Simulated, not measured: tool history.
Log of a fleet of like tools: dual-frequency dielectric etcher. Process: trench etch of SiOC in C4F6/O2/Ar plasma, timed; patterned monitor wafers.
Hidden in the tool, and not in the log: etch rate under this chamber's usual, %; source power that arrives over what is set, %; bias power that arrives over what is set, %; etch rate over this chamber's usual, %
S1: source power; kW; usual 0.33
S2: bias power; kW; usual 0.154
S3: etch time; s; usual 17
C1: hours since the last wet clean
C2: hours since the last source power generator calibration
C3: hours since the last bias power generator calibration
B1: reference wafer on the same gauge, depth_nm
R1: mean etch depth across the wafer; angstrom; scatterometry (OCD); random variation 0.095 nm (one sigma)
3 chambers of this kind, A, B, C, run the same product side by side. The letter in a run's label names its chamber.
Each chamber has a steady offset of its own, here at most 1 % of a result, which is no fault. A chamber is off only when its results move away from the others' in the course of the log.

{"run": "1A", "day": 0.175, "S1": 0.33, "S2": 0.154, "S3": 17, "C1": 124.2, "C2": 2320.4, "C3": 2694.4, "B1": 30.89, "R1": 313.49}
{"run": "2C", "day": 0.504, "S1": 0.33, "S2": 0.154, "S3": 17, "C1": 561.9, "C2": 2053.3, "C3": 343.3, "B1": 30.912, "R1": 311.65}
{"run": "3B", "day": 0.683, "S1": 0.33, "S2": 0.154, "S3": 17, "C1": 45.7, "C2": 1090.4, "C3": 2476.1, "B1": 30.916, "R1": 307.81}
{"run": "4A", "day": 0.958, "S1": 0.33, "S2": 0.154, "S3": 17, "C1": 143, "C2": 2339.2, "C3": 2713.2, "B1": 30.911, "R1": 312.67}
{"run": "5B", "day": 1.167, "S1": 0.33, "S2": 0.154, "S3": 17, "C1": 57.3, "C2": 1102, "C3": 2487.7, "B1": 30.908, "R1": 308.77}
{"run": "6C", "day": 1.425, "S1": 0.33, "S2": 0.154, "S3": 17, "C1": 584, "C2": 2075.4, "C3": 365.4, "B1": 30.892, "R1": 311.91}
{"run": "7A", "day": 1.612, "S1": 0.33, "S2": 0.154, "S3": 17, "C1": 158.7, "C2": 2354.9, "C3": 2728.9, "B1": 30.887, "R1": 313.1}
{"run": "8C", "day": 1.817, "S1": 0.33, "S2": 0.154, "S3": 17, "C1": 593.4, "C2": 2084.8, "C3": 374.8, "B1": 30.876, "R1": 313.27}
{"run": "9B", "day": 2.038, "S1": 0.33, "S2": 0.154, "S3": 17, "C1": 78.2, "C2": 1122.9, "C3": 2508.6, "B1": 30.916, "R1": 309.58}
{"run": "10C", "day": 2.262, "S1": 0.33, "S2": 0.154, "S3": 17, "C1": 604.1, "C2": 2095.5, "C3": 385.5, "B1": 30.927, "R1": 312.86}
{"run": "11B", "day": 2.517, "S1": 0.33, "S2": 0.154, "S3": 17, "C1": 89.7, "C2": 1134.4, "C3": 2520.1, "B1": 30.908, "R1": 309.42}
{"run": "12A", "day": 2.721, "S1": 0.33, "S2": 0.154, "S3": 17, "C1": 185.3, "C2": 2381.5, "C3": 2755.5, "B1": 30.893, "R1": 314.25}
{"run": "13B", "day": 3.025, "S1": 0.33, "S2": 0.154, "S3": 17, "C1": 101.9, "C2": 1146.6, "C3": 2532.3, "B1": 30.884, "R1": 311.02}
{"run": "14A", "day": 3.362, "S1": 0.36, "S2": 0.154, "S3": 17, "C1": 200.7, "C2": 2396.9, "C3": 2770.9, "B1": 30.898, "R1": 323.45}
{"run": "15C", "day": 3.542, "S1": 0.36, "S2": 0.154, "S3": 17, "C1": 634.8, "C2": 2126.2, "C3": 416.2, "B1": 30.898, "R1": 324.08}
{"day": 3.646, "done": "chamber C: wet clean of the chamber"}
{"run": "16A", "day": 3.838, "S1": 0.36, "S2": 0.154, "S3": 17, "C1": 212.1, "C2": 2408.3, "C3": 2782.3, "B1": 30.89, "R1": 323.61}
{"run": "17C", "day": 4.071, "S1": 0.29, "S2": 0.166, "S3": 17, "C1": 10.2, "C2": 2138.9, "C3": 428.9, "B1": 30.903, "R1": 313.58}
{"run": "18B", "day": 4.438, "S1": 0.29, "S2": 0.166, "S3": 17, "C1": 135.8, "C2": 1180.5, "C3": 2566.2, "B1": 30.871, "R1": 300.65}
{"run": "19B", "day": 4.771, "S1": 0.29, "S2": 0.166, "S3": 17, "C1": 143.8, "C2": 1188.5, "C3": 2574.2, "B1": 30.903, "R1": 302.28}
{"run": "20A", "day": 5.133, "S1": 0.33, "S2": 0.154, "S3": 17, "C1": 243.2, "C2": 2439.4, "C3": 2813.4, "B1": 30.924, "R1": 311.84}
{"run": "21C", "day": 5.354, "S1": 0.33, "S2": 0.154, "S3": 13, "C1": 41, "C2": 2169.7, "C3": 459.7, "B1": 30.876, "R1": 247.14}
{"run": "22A", "day": 5.65, "S1": 0.33, "S2": 0.154, "S3": 13, "C1": 255.6, "C2": 2451.8, "C3": 2825.8, "B1": 30.908, "R1": 239.31}
{"run": "23C", "day": 5.967, "S1": 0.33, "S2": 0.154, "S3": 13, "C1": 55.7, "C2": 2184.4, "C3": 474.4, "B1": 30.891, "R1": 247.8}
{"run": "24B", "day": 6.175, "S1": 0.33, "S2": 0.154, "S3": 17, "C1": 177.5, "C2": 1222.2, "C3": 2607.9, "B1": 30.899, "R1": 308.81}
{"run": "25C", "day": 6.354, "S1": 0.33, "S2": 0.154, "S3": 17, "C1": 65, "C2": 2193.7, "C3": 483.7, "B1": 30.893, "R1": 324.8}
{"run": "26A", "day": 6.608, "S1": 0.33, "S2": 0.154, "S3": 17, "C1": 278.6, "C2": 2474.8, "C3": 2848.8, "B1": 30.913, "R1": 311.25}
{"run": "27B", "day": 6.938, "S1": 0.33, "S2": 0.154, "S3": 17, "C1": 195.8, "C2": 1240.5, "C3": 2626.2, "B1": 30.906, "R1": 309.73}

Next, every chamber runs the same settings. What will each give?
{"run": "28A", "day": 7.2, "S1": 0.33, "S2": 0.154, "S3": 17, "R1": "?"}
{"run": "28B", "day": 7.2, "S1": 0.33, "S2": 0.154, "S3": 17, "R1": "?"}
{"run": "28C", "day": 7.2, "S1": 0.33, "S2": 0.154, "S3": 17, "R1": "?"}

run=28A R1=311.23
run=28B R1=308.91
run=28C R1=323.1

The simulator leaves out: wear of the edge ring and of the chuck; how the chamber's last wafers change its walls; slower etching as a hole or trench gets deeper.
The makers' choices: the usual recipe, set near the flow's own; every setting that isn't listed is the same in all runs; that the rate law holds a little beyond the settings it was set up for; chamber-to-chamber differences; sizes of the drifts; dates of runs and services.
